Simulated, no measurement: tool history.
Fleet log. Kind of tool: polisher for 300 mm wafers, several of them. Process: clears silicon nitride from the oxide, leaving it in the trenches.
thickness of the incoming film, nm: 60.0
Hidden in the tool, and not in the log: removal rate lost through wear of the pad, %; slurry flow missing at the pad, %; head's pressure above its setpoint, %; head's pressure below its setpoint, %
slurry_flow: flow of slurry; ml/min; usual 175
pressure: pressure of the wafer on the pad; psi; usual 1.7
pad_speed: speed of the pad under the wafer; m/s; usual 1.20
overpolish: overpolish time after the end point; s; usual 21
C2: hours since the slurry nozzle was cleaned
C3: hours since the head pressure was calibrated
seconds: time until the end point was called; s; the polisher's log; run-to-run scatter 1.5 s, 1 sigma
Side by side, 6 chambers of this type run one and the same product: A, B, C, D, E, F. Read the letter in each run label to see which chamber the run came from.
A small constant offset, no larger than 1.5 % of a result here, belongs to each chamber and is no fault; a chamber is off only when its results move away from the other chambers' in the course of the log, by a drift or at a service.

Run 1F, hour 6.8: usual settings; wafers polished on this pad 110; C2 118.1; C3 236.9. Result: seconds 79.482 s.
Run 2D, hour 14.2: usual settings; wafers polished on this pad 475; C2 90.3; C3 269.1. Result: seconds 79.721 s.
Run 3A, hour 18.8: usual settings; wafers polished on this pad 400; C2 29.6; C3 61.8. Result: seconds 78.185 s.
Run 4B, hour 22.2: usual settings; wafers polished on this pad 1167; C2 390.1; C3 691.8. Result: seconds 77.731 s.
Run 5C, hour 27.2: usual settings; wafers polished on this pad 887; C2 448.1; C3 83.5. Result: seconds 77.615 s.
At hour 32.5: chamber C: slurry nozzle cleaned.
Run 6E, hour 34.5: usual settings; wafers polished on this pad 378; C2 608.4; C3 211.4. Result: seconds 79.228 s.
At hour 40.5: chamber D: worn pad replaced by a new one.
Run 7B, hour 41.1: usual settings but pad_speed 1.36 m/s; wafers polished on this pad 1321; C2 409.0; C3 710.7. Result: seconds 69.430 s.
Run 8E, hour 45.9: usual settings but pad_speed 1.36 m/s; wafers polished on this pad 471; C2 619.8; C3 222.8. Result: seconds 66.138 s.
Run 9F, hour 50.6: usual settings but pad_speed 1.36 m/s; wafers polished on this pad 467; C2 161.9; C3 280.7. Result: seconds 66.794 s.
Run 10A, hour 57.5: usual settings but pad_speed 1.36 m/s; wafers polished on this pad 716; C2 68.3; C3 100.5. Result: seconds 70.117 s.
At hour 60.4: chamber A: worn pad replaced by a new one.
At hour 60.8: chamber C: worn pad replaced by a new one.
At hour 61.4: chamber B: worn pad replaced by a new one.
Run 11D, hour 63.6: usual settings but pad_speed 1.36 m/s; wafers polished on this pad 188; C2 139.7; C3 318.5. Result: seconds 68.495 s.
Run 12C, hour 67.4: usual settings but pad_speed 1.36 m/s; wafers polished on this pad 54; C2 35.0; C3 123.7. Result: seconds 70.758 s.
At hour 68.4: chamber E: worn pad replaced by a new one.
Run 13A, hour 74.6: usual settings but pad_speed 0.94 m/s; wafers polished on this pad 116; C2 85.4; C3 117.6. Result: seconds 100.260 s.
At hour 75.2: chamber F: worn pad replaced by a new one.
Run 14D, hour 80.3: usual settings but pad_speed 0.94 m/s; wafers polished on this pad 325; C2 156.4; C3 335.2. Result: seconds 98.708 s.
Run 15C, hour 84.4: usual settings but pad_speed 0.94 m/s; wafers polished on this pad 193; C2 52.0; C3 140.7. Result: seconds 96.989 s.
Run 16E, hour 90.5: usual settings but pad_speed 0.94 m/s; wafers polished on this pad 180; C2 664.4; C3 267.4. Result: seconds 100.190 s.
Run 17B, hour 94.0: usual settings but pad_speed 0.94 m/s; wafers polished on this pad 266; C2 461.9; C3 763.6. Result: seconds 101.500 s.
Run 18F, hour 97.3: usual settings but pad_speed 0.94 m/s; wafers polished on this pad 180; C2 208.6; C3 327.4. Result: seconds 100.390 s.
Run 19F, hour 101.9: usual settings; wafers polished on this pad 218; C2 213.2; C3 332.0. Result: seconds 78.020 s.
Run 20D, hour 106.9: usual settings; wafers polished on this pad 542; C2 183.0; C3 361.8. Result: seconds 79.428 s.
At hour 109.9: chamber D: head pressure recalibrated.
Run 21E, hour 110.5: usual settings; wafers polished on this pad 343; C2 684.4; C3 287.4. Result: seconds 77.164 s.
Run 22B, hour 116.0: usual settings; wafers polished on this pad 446; C2 483.9; C3 785.6. Result: seconds 78.494 s.
Run 23C, hour 121.7: usual settings; wafers polished on this pad 497; C2 89.3; C3 178.0. Result: seconds 79.345 s.
At hour 125.1: chamber D: worn pad replaced by a new one.
Run 24A, hour 126.2: usual settings; wafers polished on this pad 537; C2 137.0; C3 169.2. Result: seconds 79.352 s.
Run 25E, hour 132.8: usual settings but slurry_flow 220 ml/min, overpolish 15 s; wafers polished on this pad 526; C2 706.7; C3 309.7. Result: seconds 78.714 s.
Run 26A, hour 139.5: usual settings but slurry_flow 220 ml/min, overpolish 15 s; wafers polished on this pad 645; C2 150.3; C3 182.5. Result: seconds 74.596 s.
At hour 140.1: chamber E: worn pad replaced by a new one.
At hour 141.8: chamber A: worn pad replaced by a new one.
Run 27F, hour 143.3: usual settings but slurry_flow 220 ml/min, overpolish 15 s; wafers polished on this pad 556; C2 254.6; C3 373.4. Result: seconds 72.482 s.
Run 28D, hour 150.0: usual settings but slurry_flow 220 ml/min, overpolish 15 s; wafers polished on this pad 203; C2 226.1; C3 40.2. Result: seconds 74.795 s.
At hour 150.3: chamber F: worn pad replaced by a new one.
Run 29B, hour 154.5: usual settings but slurry_flow 220 ml/min, overpolish 15 s; wafers polished on this pad 760; C2 522.4; C3 824.1. Result: seconds 77.489 s.
Run 30C, hour 159.2: usual settings but slurry_flow 220 ml/min, overpolish 15 s; wafers polished on this pad 803; C2 126.8; C3 215.5. Result: seconds 75.515 s.
Run 31A, hour 164.9: usual settings; wafers polished on this pad 188; C2 175.7; C3 207.9. Result: seconds 78.137 s.
Run 32B, hour 171.1: usual settings; wafers polished on this pad 896; C2 539.0; C3 840.7. Result: seconds 76.635 s.
Run 33D, hour 175.9: usual settings; wafers polished on this pad 415; C2 252.0; C3 66.1. Result: seconds 76.490 s.
Run 34E, hour 180.6: usual settings; wafers polished on this pad 331; C2 754.5; C3 357.5. Result: seconds 75.207 s.
Run 35C, hour 186.9: usual settings; wafers polished on this pad 1029; C2 154.5; C3 243.2. Result: seconds 74.494 s.
Run 36F, hour 191.2: usual settings; wafers polished on this pad 333; C2 302.5; C3 421.3. Result: seconds 76.738 s.
Run 37C, hour 195.1: usual settings; wafers polished on this pad 1096; C2 162.7; C3 251.4. Result: seconds 76.811 s.
Run 38E, hour 202.1: usual settings; wafers polished on this pad 506; C2 776.0; C3 379.0. Result: seconds 76.438 s.
At hour 203.3: chamber E: slurry nozzle cleaned.
Run 39B, hour 209.0: usual settings; wafers polished on this pad 1205; C2 576.9; C3 878.6. Result: seconds 79.582 s.
At hour 210.4: chamber F: slurry nozzle cleaned.
At hour 213.4: chamber D: worn pad replaced by a new one.
At hour 213.4: chamber A: worn pad replaced by a new one.
At hour 213.9: chamber E: worn pad replaced by a new one.
Run 40D, hour 215.0: usual settings; wafers polished on this pad 13; C2 291.1; C3 105.2. Result: seconds 76.575 s.
Run 41F, hour 219.6: usual settings; wafers polished on this pad 565; C2 9.2; C3 449.7. Result: seconds 76.297 s.
Run 42A, hour 224.8: usual settings; wafers polished on this pad 93; C2 235.6; C3 267.8. Result: seconds 75.773 s.
Run 43E, hour 232.0: usual settings; wafers polished on this pad 148; C2 28.7; C3 408.9. Result: seconds 75.400 s.
Run 44A, hour 236.2: usual settings but pad_speed 0.92 m/s, overpolish 33 s; wafers polished on this pad 186; C2 247.0; C3 279.2. Result: seconds 102.360 s.

Has any chamber moved away from the others, gradually or after a service, or does the common gauge drift, or do the chambers differ only by their own small steady offsets? State the chamber and the most likely cause if one applies.

Nothing is wrong: each chamber keeps only its own small, steady offset and the gauge holds still.

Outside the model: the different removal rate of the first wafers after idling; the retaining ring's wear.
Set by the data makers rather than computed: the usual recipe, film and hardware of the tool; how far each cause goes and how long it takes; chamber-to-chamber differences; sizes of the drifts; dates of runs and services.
